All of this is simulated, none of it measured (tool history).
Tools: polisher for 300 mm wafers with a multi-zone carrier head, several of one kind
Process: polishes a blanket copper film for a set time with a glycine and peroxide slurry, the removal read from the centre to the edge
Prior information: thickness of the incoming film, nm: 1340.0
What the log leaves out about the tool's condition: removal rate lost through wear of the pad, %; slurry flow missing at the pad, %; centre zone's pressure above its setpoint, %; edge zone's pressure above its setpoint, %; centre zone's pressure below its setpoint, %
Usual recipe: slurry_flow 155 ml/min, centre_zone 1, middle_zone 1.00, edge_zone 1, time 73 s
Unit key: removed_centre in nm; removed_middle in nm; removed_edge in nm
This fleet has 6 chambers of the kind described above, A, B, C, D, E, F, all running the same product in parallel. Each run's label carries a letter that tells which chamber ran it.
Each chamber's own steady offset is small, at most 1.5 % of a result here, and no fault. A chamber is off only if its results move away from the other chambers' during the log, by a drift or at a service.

run,hour,slurry_flow,centre_zone,middle_zone,edge_zone,time,wafers polished on this pad,hours since the slurry nozzle was cleaned,hours since the centre zone pressure was calibrated,hours since the edge zone pressure was calibrated,removed_centre,removed_middle,removed_edge
1A,8.4,155,1,1.00,1,73,706,269.7,1063.2,95.5,255.42,256.90,258.73
2B,15.6,155,1,1.00,1,73,1221,408.4,18.8,162.8,254.29,251.37,254.21
# hour 17.5: chamber F: edge zone pressure recalibrated
# hour 19.1: chamber A: worn pad replaced by a new one
3D,21.2,155,1,1.00,1,73,480,292.3,256.4,71.7,258.95,255.51,254.22
# hour 21.3: chamber B: worn pad replaced by a new one
# hour 26.2: chamber D: worn pad replaced by a new one
4F,27.7,155,1,1.00,1,73,513,517.9,89.8,10.2,257.42,257.08,256.16
5E,31.5,155,1,1.00,1,73,1062,61.7,365.8,657.4,260.32,261.70,258.75
6C,36.2,155,1,1.00,1,73,1068,156.4,67.3,495.2,258.70,260.37,259.54
# hour 39.3: chamber E: worn pad replaced by a new one
7A,41.1,155,1,1.00,1,73,233,302.4,1095.9,128.2,257.84,258.04,256.00
8F,46.4,155,1,1.00,1,58,711,536.6,108.5,28.9,199.69,201.61,210.06
# hour 47.1: chamber E: edge zone pressure recalibrated
9B,51.7,155,1,1.00,1,58,323,444.5,54.9,198.9,201.19,204.11,202.85
# hour 57.5: chamber C: worn pad replaced by a new one
10E,57.5,155,1,1.00,1,58,193,87.7,391.8,10.5,205.31,208.51,207.57
# hour 60.6: chamber D: slurry nozzle cleaned
# hour 60.9: chamber F: worn pad replaced by a new one
11C,66.2,155,1,1.00,1,58,92,186.4,97.3,525.2,205.45,207.72,209.93
12D,70.6,155,1,1.00,1,58,471,10.1,305.8,121.1,207.10,202.01,202.10
# hour 73.3: chamber B: slurry nozzle cleaned
13B,77.8,155,1,1.00,1,58,600,4.6,81.0,225.0,209.78,204.82,205.92
14F,85.2,155,1,1.00,1,73,259,575.4,147.3,67.7,253.78,253.09,257.98
# hour 88.6: chamber D: worn pad replaced by a new one
15C,93.8,155,1,1.00,1,73,385,214.0,124.9,552.8,249.14,259.41,263.11
16A,101.9,155,1,1.00,1,73,879,363.2,1156.7,189.0,262.77,258.14,257.04
17D,105.9,155,1,1.00,1,73,184,45.4,341.1,156.4,245.89,256.55,261.27
# hour 108.4: chamber A: worn pad replaced by a new one
18E,111.0,155,1,1.00,1,73,761,141.2,445.3,64.0,266.31,261.63,262.73
19E,116.6,155,1,1.00,1,73,821,146.8,450.9,69.6,259.26,258.78,262.59
20A,120.7,155,1,1.00,1,73,131,382.0,1175.5,207.8,263.34,259.96,254.22
21C,128.4,155,1,1.00,1,73,753,248.6,159.5,587.4,256.56,258.33,260.22
22D,133.1,155,1,1.00,1,73,473,72.6,368.3,183.6,245.66,259.94,250.62
# hour 135.8: chamber A: centre zone pressure recalibrated
# hour 136.4: chamber D: worn pad replaced by a new one
# hour 137.6: chamber E: worn pad replaced by a new one
23B,139.1,155,1,1.00,1,73,1251,65.9,142.3,286.3,258.35,254.26,256.81
24F,143.1,155,1,1.00,1,73,873,633.3,205.2,125.6,257.24,251.58,259.38
25E,150.6,155,1,1.00,1,73,138,180.8,484.9,103.6,261.45,257.90,260.44
26D,155.9,155,1,1.00,1,73,207,95.4,391.1,206.4,236.04,256.05,254.25
# hour 156.3: chamber F: worn pad replaced by a new one
# hour 156.9: chamber B: worn pad replaced by a new one
27A,161.8,155,1,1.00,1,73,567,423.1,26.1,248.9,256.56,254.69,252.27
# hour 163.7: chamber C: worn pad replaced by a new one
28F,168.8,155,1,1.00,1,73,133,659.0,230.9,151.3,259.51,255.54,261.53
29B,176.2,155,1,1.00,1,81,205,103.0,179.4,323.4,276.11,280.99,286.34
# hour 178.8: chamber A: worn pad replaced by a new one
30C,181.0,155,1,1.00,1,81,184,301.2,212.1,640.0,291.79,284.16,286.92
# hour 185.9: chamber C: edge zone pressure recalibrated
31A,187.9,155,1,1.00,1,81,97,449.2,52.2,275.0,287.01,283.73,286.64
# hour 194.2: chamber D: worn pad replaced by a new one
32E,194.3,155,1,1.00,1,81,602,224.5,528.6,147.3,289.95,297.88,287.29
33B,198.5,155,1,1.00,1,81,441,125.3,201.7,345.7,278.53,289.15,279.66
34C,203.1,155,1,1.00,1,81,419,323.3,234.2,17.2,283.14,286.55,287.43
35F,209.0,155,1,1.00,1,73,560,699.2,271.1,191.5,257.75,259.03,253.92
36D,217.1,155,1,1.00,1,73,243,156.6,452.3,267.6,221.39,265.44,257.86

Does one chamber stand apart from the rest, does the shared gauge drift, or is all well apart from small per-chamber offsets? Give the chamber and the most likely cause, where there is one.

It is chamber D that slowly wanders off from its peers.
Likeliest cause: centre zone's pressure below its setpoint, % = 12.

Below are 4 candidate recipes for chamber D's next run, each the usual settings with a change, their results shown as question marks. Which of them brings D's results back in line with what the other chambers give on the usual settings?
Allowed miss from the other chambers' usual-settings mean, per result, to count as in line: removed_centre 13.00 nm; removed_middle 12.00 nm; removed_edge 11.00 nm
37D-1,223.2,180,1.17,0.91,0.89,78,,,,,?,?,?
37D-2,223.2,165,1.10,0.97,0.97,74,,,,,?,?,?
37D-3,223.2,140,0.83,1.06,1.06,70,,,,,?,?,?
37D-4,223.2,145,0.90,1.03,1.03,72,,,,,?,?,?

The mean the other chambers reach with the usual settings: removed_centre 257.77 nm; removed_middle 258.61 nm; removed_edge 258.58 nm
run,removed_centre,removed_middle,removed_edge
37D-1,290.44,261.21,262.64
37D-2,253.60,259.10,257.48
37D-3,169.65,258.33,249.48
37D-4,192.56,260.46,254.02
37D-2 is the one that brings the chamber's results back in line with the other chambers.
